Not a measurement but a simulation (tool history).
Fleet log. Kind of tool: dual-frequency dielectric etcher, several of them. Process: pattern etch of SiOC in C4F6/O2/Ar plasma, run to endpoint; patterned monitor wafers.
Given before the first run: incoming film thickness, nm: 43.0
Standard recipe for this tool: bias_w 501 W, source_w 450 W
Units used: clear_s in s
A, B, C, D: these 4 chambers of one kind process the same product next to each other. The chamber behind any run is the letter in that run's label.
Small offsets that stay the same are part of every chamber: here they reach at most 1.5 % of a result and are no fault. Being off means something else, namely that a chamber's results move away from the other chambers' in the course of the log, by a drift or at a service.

run,hour,bias_w,source_w,clear_s
1C,5.7,501,450,14.064
2A,15.6,501,450,13.994
3B,25.6,501,450,13.886
4D,36.9,501,450,13.774
5A,46.1,501,450,13.893
6D,54.2,501,450,13.815
7B,61.7,598,390,13.793
8C,69.7,598,390,13.818
9B,77.4,598,390,13.636
10D,88.1,598,390,13.527
11C,98.3,501,450,14.042
12A,105.3,501,450,14.165
13B,114.6,501,450,13.793
# hour 117.5: chamber B: wet clean of the chamber
14C,121.1,501,450,13.933
15A,129.3,501,530,13.188
# hour 129.9: chamber C: wet clean of the chamber
16D,135.5,501,530,13.008
17B,143.5,501,530,13.066
18D,152.7,501,530,12.993
19A,159.5,501,450,14.12
20C,171.2,501,410,14.292
21C,178.7,501,410,14.482
22B,187.6,501,410,14.427
23D,194.9,501,410,14.246
# hour 204.7: chamber D: wet clean of the chamber
24A,205.1,501,450,14.332
25A,216.1,501,450,14.099
26B,225.1,501,450,13.846
# hour 225.7: chamber B: source power generator calibrated
27C,236.8,501,450,14.091
28D,247.4,501,450,13.792
29A,253.2,595,450,13.416
30C,264.1,595,450,12.984
31B,276.2,595,450,12.963
32D,285.6,595,450,12.797
33B,297.7,501,450,13.819
34C,308.5,501,450,13.881
35A,315.7,501,450,14.446
36D,323.2,501,450,13.756
37D,335.5,501,450,13.79
38C,342.9,501,450,13.922
39A,352.2,501,450,14.445
40B,359.1,501,450,13.76
41A,367.4,501,450,14.754

Next, every chamber runs the same settings. What will each give?
42A,376.3,501,380,?
42B,376.3,501,380,?
42C,376.3,501,380,?
42D,376.3,501,380,?

run,clear_s
42A,15.74
42B,14.76
42C,14.931
42D,14.636
